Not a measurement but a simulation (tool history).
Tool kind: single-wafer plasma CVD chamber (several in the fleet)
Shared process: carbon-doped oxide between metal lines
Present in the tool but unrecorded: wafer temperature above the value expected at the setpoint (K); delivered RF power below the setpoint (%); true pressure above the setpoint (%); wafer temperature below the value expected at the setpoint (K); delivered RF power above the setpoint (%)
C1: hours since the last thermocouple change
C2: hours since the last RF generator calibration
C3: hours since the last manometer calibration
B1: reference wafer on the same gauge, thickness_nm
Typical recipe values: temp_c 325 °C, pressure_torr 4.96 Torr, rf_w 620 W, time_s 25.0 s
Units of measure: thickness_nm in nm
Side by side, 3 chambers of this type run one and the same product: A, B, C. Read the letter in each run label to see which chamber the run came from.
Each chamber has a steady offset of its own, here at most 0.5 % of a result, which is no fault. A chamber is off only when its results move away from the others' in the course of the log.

{"run": "1C", "day": 0.25, "temp_c": 325, "pressure_torr": 4.96, "rf_w": 620, "time_s": 25.0, "C1": 1406.1, "C2": 373.2, "C3": 1470.2, "B1": 144.95, "thickness_nm": 157.87}
{"run": "2A", "day": 0.538, "temp_c": 325, "pressure_torr": 4.96, "rf_w": 620, "time_s": 25.0, "C1": 2062.6, "C2": 1675.1, "C3": 1432.6, "B1": 145.02, "thickness_nm": 158.61}
{"run": "3B", "day": 0.729, "temp_c": 325, "pressure_torr": 4.96, "rf_w": 620, "time_s": 25.0, "C1": 516.7, "C2": 542.6, "C3": 111.4, "B1": 144.94, "thickness_nm": 158.77}
{"run": "4C", "day": 0.896, "temp_c": 325, "pressure_torr": 4.96, "rf_w": 620, "time_s": 25.0, "C1": 1421.6, "C2": 388.7, "C3": 1485.7, "B1": 144.97, "thickness_nm": 158.33}
{"run": "5A", "day": 1.188, "temp_c": 325, "pressure_torr": 4.96, "rf_w": 620, "time_s": 25.0, "C1": 2078.2, "C2": 1690.7, "C3": 1448.2, "B1": 144.94, "thickness_nm": 159.02}
{"run": "6B", "day": 1.425, "temp_c": 325, "pressure_torr": 4.96, "rf_w": 620, "time_s": 25.0, "C1": 533.4, "C2": 559.3, "C3": 128.1, "B1": 145.04, "thickness_nm": 159.37}
{"run": "7B", "day": 1.762, "temp_c": 325, "pressure_torr": 4.96, "rf_w": 620, "time_s": 25.0, "C1": 541.5, "C2": 567.4, "C3": 136.2, "B1": 144.96, "thickness_nm": 158.94}
{"run": "8A", "day": 1.983, "temp_c": 325, "pressure_torr": 4.96, "rf_w": 620, "time_s": 25.0, "C1": 2097.3, "C2": 1709.8, "C3": 1467.3, "B1": 145.02, "thickness_nm": 159.05}
{"run": "9C", "day": 2.142, "temp_c": 325, "pressure_torr": 4.96, "rf_w": 620, "time_s": 25.0, "C1": 1451.5, "C2": 418.6, "C3": 1515.6, "B1": 145.03, "thickness_nm": 158.28}
{"run": "10C", "day": 2.346, "temp_c": 325, "pressure_torr": 4.96, "rf_w": 620, "time_s": 25.0, "C1": 1456.4, "C2": 423.5, "C3": 1520.5, "B1": 145.06, "thickness_nm": 157.95}
{"run": "11A", "day": 2.521, "temp_c": 325, "pressure_torr": 4.96, "rf_w": 620, "time_s": 25.0, "C1": 2110.2, "C2": 1722.7, "C3": 1480.2, "B1": 145.01, "thickness_nm": 158.52}
{"run": "12B", "day": 2.829, "temp_c": 325, "pressure_torr": 4.96, "rf_w": 620, "time_s": 25.0, "C1": 567.1, "C2": 593.0, "C3": 161.8, "B1": 144.97, "thickness_nm": 158.99}
{"run": "13C", "day": 3.162, "temp_c": 325, "pressure_torr": 4.96, "rf_w": 620, "time_s": 20.9, "C1": 1476.0, "C2": 443.1, "C3": 1540.1, "B1": 144.93, "thickness_nm": 132.36}
{"run": "14B", "day": 3.35, "temp_c": 325, "pressure_torr": 4.96, "rf_w": 620, "time_s": 20.9, "C1": 579.6, "C2": 605.5, "C3": 174.3, "B1": 145.01, "thickness_nm": 133.0}
{"run": "15A", "day": 3.546, "temp_c": 325, "pressure_torr": 4.96, "rf_w": 620, "time_s": 20.9, "C1": 2134.8, "C2": 1747.3, "C3": 1504.8, "B1": 145.05, "thickness_nm": 131.38}
{"run": "16A", "day": 3.762, "temp_c": 325, "pressure_torr": 4.96, "rf_w": 620, "time_s": 25.0, "C1": 2140.0, "C2": 1752.5, "C3": 1510.0, "B1": 145.03, "thickness_nm": 156.97}
{"run": "17C", "day": 3.979, "temp_c": 325, "pressure_torr": 4.96, "rf_w": 620, "time_s": 25.0, "C1": 1495.6, "C2": 462.7, "C3": 1559.7, "B1": 145.08, "thickness_nm": 158.48}
{"run": "18B", "day": 4.296, "temp_c": 325, "pressure_torr": 4.96, "rf_w": 695, "time_s": 26.9, "C1": 602.3, "C2": 628.2, "C3": 197.0, "B1": 144.96, "thickness_nm": 183.56}
{"run": "19B", "day": 4.612, "temp_c": 325, "pressure_torr": 4.96, "rf_w": 695, "time_s": 26.9, "C1": 609.9, "C2": 635.8, "C3": 204.6, "B1": 144.99, "thickness_nm": 183.04}
{"run": "20C", "day": 4.9, "temp_c": 325, "pressure_torr": 4.96, "rf_w": 695, "time_s": 26.9, "C1": 1517.7, "C2": 484.8, "C3": 1581.8, "B1": 145.03, "thickness_nm": 182.03}
{"run": "21A", "day": 5.121, "temp_c": 325, "pressure_torr": 4.96, "rf_w": 620, "time_s": 25.0, "C1": 2172.6, "C2": 1785.1, "C3": 1542.6, "B1": 145.07, "thickness_nm": 156.15}
{"run": "22C", "day": 5.367, "temp_c": 325, "pressure_torr": 4.96, "rf_w": 620, "time_s": 25.0, "C1": 1528.9, "C2": 496.0, "C3": 1593.0, "B1": 144.98, "thickness_nm": 158.47}
{"run": "23B", "day": 5.608, "temp_c": 325, "pressure_torr": 4.96, "rf_w": 620, "time_s": 25.0, "C1": 633.8, "C2": 659.7, "C3": 228.5, "B1": 145.0, "thickness_nm": 159.4}
{"run": "24A", "day": 5.842, "temp_c": 325, "pressure_torr": 4.96, "rf_w": 620, "time_s": 25.0, "C1": 2189.9, "C2": 1802.4, "C3": 1559.9, "B1": 145.07, "thickness_nm": 155.57}
{"run": "25C", "day": 6.104, "temp_c": 325, "pressure_torr": 4.96, "rf_w": 620, "time_s": 25.0, "C1": 1546.6, "C2": 513.7, "C3": 1610.7, "B1": 145.0, "thickness_nm": 158.38}
{"run": "26B", "day": 6.317, "temp_c": 325, "pressure_torr": 4.96, "rf_w": 620, "time_s": 25.0, "C1": 650.8, "C2": 676.7, "C3": 245.5, "B1": 144.97, "thickness_nm": 159.41}
{"run": "27A", "day": 6.475, "temp_c": 325, "pressure_torr": 4.96, "rf_w": 620, "time_s": 25.0, "C1": 2205.1, "C2": 1817.6, "C3": 1575.1, "B1": 145.04, "thickness_nm": 155.19}
{"run": "28C", "day": 6.742, "temp_c": 338, "pressure_torr": 4.96, "rf_w": 620, "time_s": 25.0, "C1": 1561.9, "C2": 529.0, "C3": 1626.0, "B1": 144.96, "thickness_nm": 150.87}
{"run": "29B", "day": 7.046, "temp_c": 338, "pressure_torr": 4.96, "rf_w": 620, "time_s": 25.0, "C1": 668.3, "C2": 694.2, "C3": 263.0, "B1": 145.04, "thickness_nm": 151.59}
{"run": "30A", "day": 7.288, "temp_c": 338, "pressure_torr": 4.96, "rf_w": 620, "time_s": 25.0, "C1": 2224.6, "C2": 1837.1, "C3": 1594.6, "B1": 145.11, "thickness_nm": 147.24}

Read the log: is a single chamber off, either drifting away or since a service, is the gauge that measures every chamber drifting, or is nothing wrong beyond small per-chamber offsets? Name any odd chamber and what most likely caused it.

One chamber, A, drifts off from the rest bit by bit.
Cause: delivered RF power below the setpoint (%) = 4.84.

Here are 4 candidates for chamber A's next run, each the usual settings with a change, their results left as question marks. Which one brings its results back in line with what the others give on the usual settings?
In-line tolerance around the mean of the other chambers on the usual settings: thickness_nm 1.30 nm
{"run": "31A-1", "day": 7.542, "temp_c": 325, "pressure_torr": 4.94, "rf_w": 610, "time_s": 24.5, "thickness_nm": "?"}
{"run": "31A-2", "day": 7.542, "temp_c": 325, "pressure_torr": 4.81, "rf_w": 570, "time_s": 25.0, "thickness_nm": "?"}
{"run": "31A-3", "day": 7.542, "temp_c": 325, "pressure_torr": 5.11, "rf_w": 670, "time_s": 25.0, "thickness_nm": "?"}
{"run": "31A-4", "day": 7.542, "temp_c": 324, "pressure_torr": 5.03, "rf_w": 645, "time_s": 25.0, "thickness_nm": "?"}

The mean the other chambers reach with the usual settings: thickness_nm 158.64 nm
run=31A-1 thickness_nm=149.64
run=31A-2 thickness_nm=145.99
run=31A-3 thickness_nm=162.25
run=31A-4 thickness_nm=158.82
The answer is 31A-4, which returns the chamber to within the allowed miss of the others.
